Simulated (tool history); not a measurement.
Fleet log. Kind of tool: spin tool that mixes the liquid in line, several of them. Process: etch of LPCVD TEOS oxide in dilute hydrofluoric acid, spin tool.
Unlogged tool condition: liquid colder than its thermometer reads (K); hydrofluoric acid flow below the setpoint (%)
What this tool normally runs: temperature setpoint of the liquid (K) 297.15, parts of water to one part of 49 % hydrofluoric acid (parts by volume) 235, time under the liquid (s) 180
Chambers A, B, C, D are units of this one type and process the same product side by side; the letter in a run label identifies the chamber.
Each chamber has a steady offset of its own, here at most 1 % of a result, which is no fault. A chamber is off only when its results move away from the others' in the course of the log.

run   hour  temperature setpoint of the liquid (K)  parts of water to one part of 49 % hydrofluoric acid (parts by volume)  time under the liquid (s)  hours since the thermometer was replaced  hours since the hydrofluoric acid flow meter was replaced  read-back film thickness of the LPCVD TEOS oxide reference wafer, read on the same gauge (nm)  thickness taken off the LPCVD TEOS oxide on a monitor wafer (Å)
 1D    6.4                                  297.15                                                                     235                        180                                    2346.5                                                      653.4                                                                                         90.005                                                          113.800
 2A   10.8                                  297.15                                                                     235                        180                                     626.4                                                     1046.7                                                                                         90.032                                                          113.370
 3C   14.8                                  297.15                                                                     235                        180                                     669.3                                                      736.6                                                                                         90.005                                                          113.480
 4B   20.0                                  297.15                                                                     235                        180                                    1051.4                                                     1741.1                                                                                         90.001                                                          114.270
 5A   25.8                                  297.15                                                                     235                        180                                     641.4                                                     1061.7                                                                                         89.986                                                          114.030
 6B   30.7                                  297.15                                                                     235                        180                                    1062.1                                                     1751.8                                                                                         89.998                                                          111.780
 7D   36.7                                  297.15                                                                     235                        180                                    2376.8                                                      683.7                                                                                         90.038                                                          112.570
      40.8  -- chamber C: hydrofluoric acid flow meter replaced
 8C   40.8                                  297.15                                                                     235                        180                                     695.3                                                        0.1                                                                                         90.002                                                          113.970
 9B   44.9                                  297.15                                                                     235                        180                                    1076.3                                                     1766.0                                                                                         90.036                                                          112.840
10C   50.0                                  297.15                                                                     235                        180                                     704.5                                                        9.3                                                                                         90.004                                                          114.670
11A   56.0                                  297.15                                                                     235                        180                                     671.6                                                     1091.9                                                                                         89.983                                                          113.960
12D   59.4                                  297.15                                                                     235                        180                                    2399.5                                                      706.4                                                                                         90.021                                                          111.740
13C   63.9                                  297.15                                                                     235                        180                                     718.4                                                       23.2                                                                                         90.013                                                          114.690
      65.4  -- chamber D: thermometer replaced
14D   67.4                                  297.15                                                                     235                        180                                       2.1                                                      714.4                                                                                         89.980                                                          111.780
15A   73.0                                  297.15                                                                     235                        180                                     688.6                                                     1108.9                                                                                         90.002                                                          112.010
16B   77.8                                  297.15                                                                     235                        180                                    1109.2                                                     1798.9                                                                                         90.025                                                          113.500
17D   81.6                                  297.15                                                                     235                        180                                      16.3                                                      728.6                                                                                         90.020                                                          112.170
18C   86.8                                  297.15                                                                     235                        180                                     741.3                                                       46.1                                                                                         89.991                                                          114.900
19B   90.0                                  297.15                                                                     235                        180                                    1121.4                                                     1811.1                                                                                         90.010                                                          112.980
20A   96.5                                  297.15                                                                     235                        180                                     712.1                                                     1132.4                                                                                         90.020                                                          110.720
21A  100.4                                  299.15                                                                     235                        180                                     716.0                                                     1136.3                                                                                         89.990                                                          117.790
22C  104.7                                  299.15                                                                     235                        180                                     759.2                                                       64.0                                                                                         90.002                                                          123.000
23D  111.5                                  299.15                                                                     235                        180                                      46.2                                                      758.5                                                                                         89.997                                                          120.460
24B  117.0                                  299.15                                                                     235                        180                                    1148.4                                                     1838.1                                                                                         89.998                                                          121.190
25D  120.0                                  297.15                                                                     235                        180                                      54.7                                                      767.0                                                                                         90.025                                                          112.040
26B  124.7                                  297.15                                                                     235                        180                                    1156.1                                                     1845.8                                                                                         90.034                                                          113.260
27C  128.3                                  297.15                                                                     235                        180                                     782.8                                                       87.6                                                                                         90.000                                                          114.680
28A  132.6                                  301.65                                                                     235                        145                                     748.2                                                     1168.5                                                                                         89.996                                                          100.740
29C  138.4                                  301.65                                                                     235                        145                                     792.9                                                       97.7                                                                                         89.985                                                          107.170
30A  144.3                                  301.65                                                                     235                        145                                     759.9                                                     1180.2                                                                                         89.973                                                          100.280
31B  147.7                                  301.65                                                                     235                        145                                    1179.1                                                     1868.8                                                                                         89.990                                                          108.440
32D  153.3                                  297.15                                                                     235                        180                                      88.0                                                      800.3                                                                                         89.999                                                          112.420
33D  157.6                                  297.15                                                                     235                        180                                      92.3                                                      804.6                                                                                         90.013                                                          112.340
34B  164.4                                  297.15                                                                     235                        180                                    1195.8                                                     1885.5                                                                                         89.970                                                          114.020
35C  169.7                                  293.15                                                                     200                        180                                     824.2                                                      129.0                                                                                         89.999                                                          119.200
36A  175.6                                  293.15                                                                     200                        180                                     791.2                                                     1211.5                                                                                         90.002                                                          110.520

What goes on in this fleet: one chamber off, a drifting gauge, or nothing beyond the chambers' own small offsets? Name the chamber and the cause, if any.

It is chamber A that slowly wanders off from its peers.
Most likely cause: hydrofluoric acid flow below the setpoint (%) = 6.15.
The log may not separate it from: liquid colder than its thermometer reads (K).

Here are 4 candidates for chamber A's next run, each the usual settings with a change, their results left as question marks. Which one brings its results back in line with what the others give on the usual settings?
Maximum distance from the other chambers' mean on the usual settings for a result to count as in line: thickness taken off the LPCVD TEOS oxide on a monitor wafer (Å) 2.900
37A-1  180.6                                  297.15                                                                     225                        185                                                                                                                                                                                                                                                                    ?
37A-2  180.6                                  297.65                                                                     210                        180                                                                                                                                                                                                                                                                    ?
37A-3  180.6                                  296.65                                                                     235                        155                                                                                                                                                                                                                                                                    ?
37A-4  180.6                                  297.15                                                                     250                        180                                                                                                                                                                                                                                                                    ?

What the other chambers average on the usual settings: thickness taken off the LPCVD TEOS oxide on a monitor wafer (Å) 113.120
  run  thickness taken off the LPCVD TEOS oxide on a monitor wafer (Å)
37A-1                                                          113.810
37A-2                                                          122.750
37A-3                                                           88.712
37A-4                                                           97.044
37A-1 is the one that brings the chamber's results back in line with the other chambers.

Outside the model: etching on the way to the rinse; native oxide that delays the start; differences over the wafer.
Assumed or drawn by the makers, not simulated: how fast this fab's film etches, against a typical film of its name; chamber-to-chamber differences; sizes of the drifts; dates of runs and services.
